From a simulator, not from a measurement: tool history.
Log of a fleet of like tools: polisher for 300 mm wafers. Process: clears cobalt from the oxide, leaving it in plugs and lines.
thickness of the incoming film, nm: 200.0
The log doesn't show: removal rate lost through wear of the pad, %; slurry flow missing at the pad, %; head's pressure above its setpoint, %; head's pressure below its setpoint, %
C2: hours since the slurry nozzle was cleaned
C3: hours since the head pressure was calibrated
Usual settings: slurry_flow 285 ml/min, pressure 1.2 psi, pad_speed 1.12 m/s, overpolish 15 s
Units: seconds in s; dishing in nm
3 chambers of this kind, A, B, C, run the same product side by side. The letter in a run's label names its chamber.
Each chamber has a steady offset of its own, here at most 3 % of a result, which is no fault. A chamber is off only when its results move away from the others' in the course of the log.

-- hour=1.1 chamber C: worn pad replaced by a new one
run 1B hour=3.0 | slurry_flow=285 pressure=1.2 pad_speed=1.12 overpolish=15 | wafers_polished_on_this_pad=439 C2=75.4 C3=231.2 | seconds=54.188 dishing=38.171
run 2A hour=5.8 | slurry_flow=285 pressure=1.2 pad_speed=1.12 overpolish=15 | wafers_polished_on_this_pad=300 C2=521.0 C3=553.7 | seconds=54.859 dishing=37.754
run 3C hour=9.8 | slurry_flow=285 pressure=1.2 pad_speed=1.12 overpolish=15 | wafers_polished_on_this_pad=100 C2=57.3 C3=955.6 | seconds=53.258 dishing=39.073
run 4B hour=14.7 | slurry_flow=285 pressure=1.2 pad_speed=1.12 overpolish=15 | wafers_polished_on_this_pad=573 C2=87.1 C3=242.9 | seconds=53.808 dishing=37.758
run 5C hour=17.1 | slurry_flow=285 pressure=1.2 pad_speed=1.44 overpolish=15 | wafers_polished_on_this_pad=183 C2=64.6 C3=962.9 | seconds=42.214 dishing=42.518
run 6A hour=22.1 | slurry_flow=285 pressure=1.2 pad_speed=1.44 overpolish=15 | wafers_polished_on_this_pad=488 C2=537.3 C3=570.0 | seconds=43.314 dishing=43.424
run 7B hour=25.0 | slurry_flow=285 pressure=1.2 pad_speed=1.44 overpolish=15 | wafers_polished_on_this_pad=691 C2=97.4 C3=253.2 | seconds=43.211 dishing=44.180
run 8C hour=29.8 | slurry_flow=285 pressure=1.2 pad_speed=1.12 overpolish=11 | wafers_polished_on_this_pad=329 C2=77.3 C3=975.6 | seconds=53.277 dishing=30.742
-- hour=30.4 chamber A: slurry nozzle cleaned
run 9A hour=33.8 | slurry_flow=285 pressure=1.2 pad_speed=1.12 overpolish=11 | wafers_polished_on_this_pad=622 C2=3.4 C3=581.7 | seconds=52.479 dishing=30.328
run 10B hour=36.0 | slurry_flow=285 pressure=1.2 pad_speed=1.12 overpolish=11 | wafers_polished_on_this_pad=818 C2=108.4 C3=264.2 | seconds=53.812 dishing=31.410
run 11A hour=38.9 | slurry_flow=285 pressure=1.2 pad_speed=1.12 overpolish=15 | wafers_polished_on_this_pad=680 C2=8.5 C3=586.8 | seconds=54.443 dishing=39.014
-- hour=41.4 chamber B: worn pad replaced by a new one
run 12C hour=43.0 | slurry_flow=285 pressure=1.2 pad_speed=1.46 overpolish=10 | wafers_polished_on_this_pad=481 C2=90.5 C3=988.8 | seconds=41.331 dishing=34.802
run 13B hour=47.1 | slurry_flow=285 pressure=1.2 pad_speed=1.46 overpolish=10 | wafers_polished_on_this_pad=66 C2=119.5 C3=275.3 | seconds=40.439 dishing=34.125
run 14C hour=50.8 | slurry_flow=285 pressure=1.2 pad_speed=1.46 overpolish=10 | wafers_polished_on_this_pad=570 C2=98.3 C3=996.6 | seconds=40.116 dishing=34.561
run 15A hour=53.7 | slurry_flow=285 pressure=1.2 pad_speed=1.12 overpolish=15 | wafers_polished_on_this_pad=850 C2=23.3 C3=601.6 | seconds=53.976 dishing=38.946
run 16A hour=56.0 | slurry_flow=285 pressure=1.2 pad_speed=1.12 overpolish=15 | wafers_polished_on_this_pad=877 C2=25.6 C3=603.9 | seconds=53.811 dishing=38.510
run 17C hour=58.9 | slurry_flow=285 pressure=1.2 pad_speed=1.12 overpolish=15 | wafers_polished_on_this_pad=663 C2=106.4 C3=1004.7 | seconds=53.323 dishing=38.386
run 18B hour=63.3 | slurry_flow=285 pressure=1.2 pad_speed=1.12 overpolish=15 | wafers_polished_on_this_pad=252 C2=135.7 C3=291.5 | seconds=53.210 dishing=37.979
run 19B hour=66.7 | slurry_flow=285 pressure=1.2 pad_speed=1.12 overpolish=15 | wafers_polished_on_this_pad=291 C2=139.1 C3=294.9 | seconds=55.083 dishing=38.077
-- hour=68.7 chamber A: worn pad replaced by a new one
run 20C hour=69.5 | slurry_flow=285 pressure=1.2 pad_speed=1.12 overpolish=15 | wafers_polished_on_this_pad=785 C2=117.0 C3=1015.3 | seconds=54.771 dishing=37.555
-- hour=72.2 chamber C: worn pad replaced by a new one
run 21A hour=73.9 | slurry_flow=285 pressure=1.2 pad_speed=1.12 overpolish=15 | wafers_polished_on_this_pad=60 C2=43.5 C3=621.8 | seconds=53.239 dishing=38.193
run 22C hour=77.3 | slurry_flow=285 pressure=1.2 pad_speed=1.12 overpolish=15 | wafers_polished_on_this_pad=59 C2=124.8 C3=1023.1 | seconds=53.675 dishing=36.758
run 23A hour=79.6 | slurry_flow=285 pressure=1.2 pad_speed=1.12 overpolish=15 | wafers_polished_on_this_pad=125 C2=49.2 C3=627.5 | seconds=53.829 dishing=37.880
run 24B hour=83.1 | slurry_flow=285 pressure=1.2 pad_speed=1.12 overpolish=15 | wafers_polished_on_this_pad=479 C2=155.5 C3=311.3 | seconds=54.208 dishing=39.352
run 25C hour=88.0 | slurry_flow=285 pressure=1.2 pad_speed=1.12 overpolish=15 | wafers_polished_on_this_pad=182 C2=135.5 C3=1033.8 | seconds=54.382 dishing=37.935
run 26A hour=90.8 | slurry_flow=285 pressure=1.2 pad_speed=1.12 overpolish=15 | wafers_polished_on_this_pad=254 C2=60.4 C3=638.7 | seconds=53.470 dishing=37.012
run 27B hour=94.4 | slurry_flow=285 pressure=1.2 pad_speed=1.12 overpolish=15 | wafers_polished_on_this_pad=609 C2=166.8 C3=322.6 | seconds=53.537 dishing=38.579
run 28B hour=97.1 | slurry_flow=285 pressure=1.2 pad_speed=1.12 overpolish=15 | wafers_polished_on_this_pad=640 C2=169.5 C3=325.3 | seconds=53.207 dishing=38.412
run 29C hour=99.9 | slurry_flow=285 pressure=1.2 pad_speed=1.12 overpolish=15 | wafers_polished_on_this_pad=319 C2=147.4 C3=1045.7 | seconds=54.026 dishing=37.804
run 30A hour=103.4 | slurry_flow=285 pressure=1.2 pad_speed=1.12 overpolish=15 | wafers_polished_on_this_pad=399 C2=73.0 C3=651.3 | seconds=54.638 dishing=38.193
run 31B hour=107.4 | slurry_flow=285 pressure=1.2 pad_speed=1.12 overpolish=15 | wafers_polished_on_this_pad=758 C2=179.8 C3=335.6 | seconds=53.824 dishing=38.449
run 32A hour=110.5 | slurry_flow=285 pressure=1.2 pad_speed=1.12 overpolish=15 | wafers_polished_on_this_pad=480 C2=80.1 C3=658.4 | seconds=55.114 dishing=37.717
run 33C hour=115.5 | slurry_flow=350 pressure=1.2 pad_speed=1.12 overpolish=15 | wafers_polished_on_this_pad=498 C2=163.0 C3=1061.3 | seconds=52.371 dishing=38.662

What goes on in this fleet: one chamber off, a drifting gauge, or nothing beyond the chambers' own small offsets? Name the chamber and the cause, if any.

No chamber stands off beyond its own small offset, and the gauge holds steady.
